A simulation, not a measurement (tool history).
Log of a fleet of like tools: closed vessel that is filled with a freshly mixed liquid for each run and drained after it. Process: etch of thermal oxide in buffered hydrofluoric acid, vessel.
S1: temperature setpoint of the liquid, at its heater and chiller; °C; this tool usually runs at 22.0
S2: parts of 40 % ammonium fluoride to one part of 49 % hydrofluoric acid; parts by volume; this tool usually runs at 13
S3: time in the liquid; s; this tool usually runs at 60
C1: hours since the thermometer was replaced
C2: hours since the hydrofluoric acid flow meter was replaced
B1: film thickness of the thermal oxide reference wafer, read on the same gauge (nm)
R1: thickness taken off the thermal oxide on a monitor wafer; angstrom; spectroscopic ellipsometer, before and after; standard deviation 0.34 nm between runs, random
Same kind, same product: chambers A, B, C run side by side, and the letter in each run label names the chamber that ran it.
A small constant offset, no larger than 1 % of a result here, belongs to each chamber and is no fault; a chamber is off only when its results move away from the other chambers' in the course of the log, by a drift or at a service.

{"run": "1C", "hour": 6.5, "S1": 22.0, "S2": 13, "S3": 60, "C1": 577.6, "C2": 1033.2, "B1": 29.968, "R1": 478.78}
{"run": "2A", "hour": 10.6, "S1": 22.0, "S2": 13, "S3": 60, "C1": 1775.2, "C2": 1869.9, "B1": 30.0, "R1": 469.47}
{"run": "3B", "hour": 15.8, "S1": 22.0, "S2": 13, "S3": 60, "C1": 192.5, "C2": 34.7, "B1": 30.014, "R1": 470.27}
{"run": "4C", "hour": 22.7, "S1": 22.0, "S2": 13, "S3": 60, "C1": 593.8, "C2": 1049.4, "B1": 30.0, "R1": 478.56}
{"run": "5B", "hour": 27.8, "S1": 22.0, "S2": 13, "S3": 60, "C1": 204.5, "C2": 46.7, "B1": 29.977, "R1": 472.58}
{"run": "6A", "hour": 31.9, "S1": 22.0, "S2": 13, "S3": 80, "C1": 1796.5, "C2": 1891.2, "B1": 30.007, "R1": 632.11}
{"run": "7C", "hour": 40.3, "S1": 22.0, "S2": 13, "S3": 80, "C1": 611.4, "C2": 1067.0, "B1": 30.011, "R1": 635.23}
{"run": "8A", "hour": 45.9, "S1": 22.0, "S2": 13, "S3": 80, "C1": 1810.5, "C2": 1905.2, "B1": 30.017, "R1": 630.56}
{"run": "9B", "hour": 51.3, "S1": 22.0, "S2": 11, "S3": 30, "C1": 228.0, "C2": 70.2, "B1": 29.964, "R1": 273.88}
{"run": "10A", "hour": 56.2, "S1": 22.0, "S2": 11, "S3": 30, "C1": 1820.8, "C2": 1915.5, "B1": 29.994, "R1": 281.15}
{"run": "11B", "hour": 63.7, "S1": 22.0, "S2": 11, "S3": 30, "C1": 240.4, "C2": 82.6, "B1": 30.022, "R1": 275.93}
{"run": "12C", "hour": 68.5, "S1": 22.0, "S2": 13, "S3": 60, "C1": 639.6, "C2": 1095.2, "B1": 29.994, "R1": 475.42}
{"run": "13C", "hour": 74.9, "S1": 26.0, "S2": 13, "S3": 75, "C1": 646.0, "C2": 1101.6, "B1": 30.01, "R1": 740.62}
{"run": "14B", "hour": 79.9, "S1": 26.0, "S2": 13, "S3": 75, "C1": 256.6, "C2": 98.8, "B1": 30.016, "R1": 732.18}
{"run": "15A", "hour": 84.0, "S1": 26.0, "S2": 13, "S3": 75, "C1": 1848.6, "C2": 1943.3, "B1": 30.01, "R1": 738.47}
{"run": "16A", "hour": 88.7, "S1": 22.0, "S2": 13, "S3": 60, "C1": 1853.3, "C2": 1948.0, "B1": 30.005, "R1": 469.13}
{"run": "17C", "hour": 96.6, "S1": 22.0, "S2": 13, "S3": 60, "C1": 667.7, "C2": 1123.3, "B1": 29.978, "R1": 477.81}
{"run": "18B", "hour": 102.4, "S1": 22.0, "S2": 13, "S3": 60, "C1": 279.1, "C2": 121.3, "B1": 30.025, "R1": 472.37}
{"run": "19A", "hour": 106.0, "S1": 19.5, "S2": 13, "S3": 60, "C1": 1870.6, "C2": 1965.3, "B1": 30.002, "R1": 415.55}
{"run": "20C", "hour": 114.3, "S1": 19.5, "S2": 13, "S3": 60, "C1": 685.4, "C2": 1141.0, "B1": 30.001, "R1": 410.32}
{"hour": 116.7, "done": "chamber A: hydrofluoric acid flow meter replaced"}
{"run": "21B", "hour": 122.3, "S1": 19.5, "S2": 13, "S3": 60, "C1": 299.0, "C2": 141.2, "B1": 29.991, "R1": 406.54}
{"run": "22C", "hour": 126.4, "S1": 22.0, "S2": 13, "S3": 60, "C1": 697.5, "C2": 1153.1, "B1": 29.974, "R1": 473.2}
{"run": "23B", "hour": 134.7, "S1": 22.0, "S2": 13, "S3": 60, "C1": 311.4, "C2": 153.6, "B1": 30.004, "R1": 472.83}
{"run": "24A", "hour": 140.1, "S1": 22.0, "S2": 13, "S3": 60, "C1": 1904.7, "C2": 23.5, "B1": 29.99, "R1": 477.36}
{"run": "25B", "hour": 146.9, "S1": 26.5, "S2": 18, "S3": 60, "C1": 323.6, "C2": 165.8, "B1": 30.005, "R1": 428.87}
{"run": "26A", "hour": 151.8, "S1": 26.5, "S2": 18, "S3": 60, "C1": 1916.4, "C2": 35.2, "B1": 30.006, "R1": 440.22}
{"run": "27C", "hour": 158.7, "S1": 26.5, "S2": 18, "S3": 60, "C1": 729.8, "C2": 1185.4, "B1": 29.978, "R1": 439.67}

Decide between three cases: one chamber stands off from its peers, the gauge reading all wafers drifts, or nothing is wrong past each chamber's small offset. Where a chamber is off, say which and what most likely put it there.

No chamber stands off beyond its own small offset, and the gauge holds steady.
